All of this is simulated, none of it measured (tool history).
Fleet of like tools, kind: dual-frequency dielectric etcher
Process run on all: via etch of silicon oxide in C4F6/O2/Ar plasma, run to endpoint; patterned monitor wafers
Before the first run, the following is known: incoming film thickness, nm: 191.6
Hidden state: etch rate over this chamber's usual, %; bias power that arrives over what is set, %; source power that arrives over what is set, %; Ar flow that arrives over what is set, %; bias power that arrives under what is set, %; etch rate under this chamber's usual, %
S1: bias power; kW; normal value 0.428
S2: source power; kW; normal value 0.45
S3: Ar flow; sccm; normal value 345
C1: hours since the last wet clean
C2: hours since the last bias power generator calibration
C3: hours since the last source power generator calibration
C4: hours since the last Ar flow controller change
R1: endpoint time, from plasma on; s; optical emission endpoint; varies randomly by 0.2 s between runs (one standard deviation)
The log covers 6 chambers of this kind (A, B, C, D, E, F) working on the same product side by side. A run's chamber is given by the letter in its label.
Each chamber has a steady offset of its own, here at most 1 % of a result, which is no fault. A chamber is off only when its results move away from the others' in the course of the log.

run 1F day=0.433 | S1=0.428 S2=0.45 S3=345 | C1=353.9 C2=4396.6 C3=1407.6 C4=3414.3 | R1=43.864
run 2C day=0.692 | S1=0.428 S2=0.45 S3=345 | C1=122.9 C2=1463.5 C3=1710.5 C4=5218.2 | R1=42.96
run 3E day=1.012 | S1=0.428 S2=0.45 S3=345 | C1=247.1 C2=1971.7 C3=582.7 C4=1789.4 | R1=43.261
-- day=1.329 chamber D: wet clean of the chamber
run 4B day=1.496 | S1=0.428 S2=0.45 S3=345 | C1=290.8 C2=4346.6 C3=3774.5 C4=938 | R1=43.447
run 5A day=1.821 | S1=0.428 S2=0.45 S3=345 | C1=94.8 C2=357.4 C3=637.1 C4=195.7 | R1=43.487
run 6D day=2.238 | S1=0.428 S2=0.45 S3=345 | C1=21.9 C2=2698 C3=1644.7 C4=2613.6 | R1=43.527
run 7F day=2.508 | S1=0.428 S2=0.45 S3=345 | C1=403.7 C2=4446.4 C3=1457.4 C4=3464.1 | R1=43.689
run 8A day=2.808 | S1=0.428 S2=0.45 S3=345 | C1=118.5 C2=381.1 C3=660.8 C4=219.4 | R1=43.373
-- day=2.854 chamber F: Ar flow controller replaced
run 9D day=3.108 | S1=0.49 S2=0.5 S3=345 | C1=42.8 C2=2718.9 C3=1665.6 C4=2634.5 | R1=39.552
run 10B day=3.4 | S1=0.49 S2=0.5 S3=345 | C1=336.5 C2=4392.3 C3=3820.2 C4=983.7 | R1=39.623
run 11E day=3.888 | S1=0.49 S2=0.5 S3=345 | C1=316.1 C2=2040.7 C3=651.7 C4=1858.4 | R1=40.138
run 12C day=4.158 | S1=0.49 S2=0.5 S3=345 | C1=206.1 C2=1546.7 C3=1793.7 C4=5301.4 | R1=39.293
run 13D day=4.475 | S1=0.49 S2=0.5 S3=345 | C1=75.6 C2=2751.7 C3=1698.4 C4=2667.3 | R1=39.69
run 14A day=4.792 | S1=0.49 S2=0.5 S3=345 | C1=166.1 C2=428.7 C3=708.4 C4=267 | R1=39.643
run 15C day=5.029 | S1=0.339 S2=0.35 S3=345 | C1=227 C2=1567.6 C3=1814.6 C4=5322.3 | R1=51.716
run 16E day=5.371 | S1=0.339 S2=0.35 S3=345 | C1=351.7 C2=2076.3 C3=687.3 C4=1894 | R1=51.995
run 17F day=5.612 | S1=0.339 S2=0.35 S3=345 | C1=478.2 C2=4520.9 C3=1531.9 C4=66.2 | R1=52.351
run 18B day=5.883 | S1=0.339 S2=0.35 S3=345 | C1=396.1 C2=4451.9 C3=3879.8 C4=1043.3 | R1=51.649
run 19D day=6.104 | S1=0.339 S2=0.35 S3=345 | C1=114.7 C2=2790.8 C3=1737.5 C4=2706.4 | R1=51.711
run 20F day=6.546 | S1=0.339 S2=0.35 S3=345 | C1=500.6 C2=4543.3 C3=1554.3 C4=88.6 | R1=52.945
run 21A day=6.858 | S1=0.428 S2=0.45 S3=345 | C1=215.7 C2=478.3 C3=758 C4=316.6 | R1=43.613
-- day=6.942 chamber B: bias power generator calibrated
run 22C day=7.258 | S1=0.428 S2=0.45 S3=345 | C1=280.5 C2=1621.1 C3=1868.1 C4=5375.8 | R1=43.055
run 23B day=7.625 | S1=0.366 S2=0.45 S3=397 | C1=437.9 C2=16.5 C3=3921.6 C4=1085.1 | R1=46.931
-- day=7.812 chamber F: wet clean of the chamber
run 24E day=7.971 | S1=0.366 S2=0.45 S3=397 | C1=414.1 C2=2138.7 C3=749.7 C4=1956.4 | R1=46.899
run 25E day=8.338 | S1=0.366 S2=0.45 S3=397 | C1=422.9 C2=2147.5 C3=758.5 C4=1965.2 | R1=47.12
run 26A day=8.683 | S1=0.366 S2=0.45 S3=397 | C1=259.5 C2=522.1 C3=801.8 C4=360.4 | R1=46.61
run 27B day=9.133 | S1=0.366 S2=0.45 S3=397 | C1=474.1 C2=52.7 C3=3957.8 C4=1121.3 | R1=46.707
run 28F day=9.504 | S1=0.366 S2=0.45 S3=397 | C1=40.6 C2=4614.3 C3=1625.3 C4=159.6 | R1=47.086
run 29C day=9.8 | S1=0.428 S2=0.45 S3=345 | C1=341.5 C2=1682.1 C3=1929.1 C4=5436.8 | R1=43.137
run 30D day=10.129 | S1=0.428 S2=0.45 S3=345 | C1=211.3 C2=2887.4 C3=1834.1 C4=2803 | R1=43.497
run 31E day=10.375 | S1=0.428 S2=0.45 S3=345 | C1=471.8 C2=2196.4 C3=807.4 C4=2014.1 | R1=44.126
run 32B day=10.6 | S1=0.428 S2=0.45 S3=345 | C1=509.3 C2=87.9 C3=3993 C4=1156.5 | R1=43.425
-- day=10.9 chamber B: wet clean of the chamber
run 33A day=10.954 | S1=0.428 S2=0.45 S3=345 | C1=314 C2=576.6 C3=856.3 C4=414.9 | R1=43.266
run 34C day=11.2 | S1=0.428 S2=0.45 S3=345 | C1=375.1 C2=1715.7 C3=1962.7 C4=5470.4 | R1=43.145
run 35D day=11.571 | S1=0.428 S2=0.41 S3=345 | C1=245.9 C2=2922 C3=1868.7 C4=2837.6 | R1=44.656
run 36F day=11.812 | S1=0.428 S2=0.41 S3=345 | C1=96 C2=4669.7 C3=1680.7 C4=215 | R1=45.379
run 37F day=12.2 | S1=0.428 S2=0.41 S3=345 | C1=105.3 C2=4679 C3=1690 C4=224.3 | R1=45.425
run 38B day=12.488 | S1=0.428 S2=0.41 S3=345 | C1=38.1 C2=133.2 C3=4038.3 C4=1201.8 | R1=45.263
run 39A day=12.838 | S1=0.428 S2=0.41 S3=345 | C1=359.2 C2=621.8 C3=901.5 C4=460.1 | R1=45.21
-- day=13.121 chamber D: bias power generator calibrated
run 40D day=13.321 | S1=0.428 S2=0.41 S3=345 | C1=287.9 C2=4.9 C3=1910.7 C4=2879.6 | R1=44.886
run 41C day=13.679 | S1=0.428 S2=0.45 S3=345 | C1=434.6 C2=1775.2 C3=2022.2 C4=5529.9 | R1=43.191
run 42E day=13.896 | S1=0.428 S2=0.45 S3=345 | C1=556.3 C2=2280.9 C3=891.9 C4=2098.6 | R1=44.623
run 43E day=14.288 | S1=0.428 S2=0.45 S3=421 | C1=565.7 C2=2290.3 C3=901.3 C4=2108 | R1=45.593

All chambers now run identical settings, listed one chamber a line with results as question marks. What results will each chamber show?
run 44A day=14.65 | S1=0.428 S2=0.45 S3=345 | R1=?
run 44B day=14.65 | S1=0.428 S2=0.45 S3=345 | R1=?
run 44C day=14.65 | S1=0.428 S2=0.45 S3=345 | R1=?
run 44D day=14.65 | S1=0.428 S2=0.45 S3=345 | R1=?
run 44E day=14.65 | S1=0.428 S2=0.45 S3=345 | R1=?
run 44F day=14.65 | S1=0.428 S2=0.45 S3=345 | R1=?

run=44A R1=43.147
run=44B R1=43.085
run=44C R1=43.133
run=44D R1=43.287
run=44E R1=44.858
run=44F R1=43.353
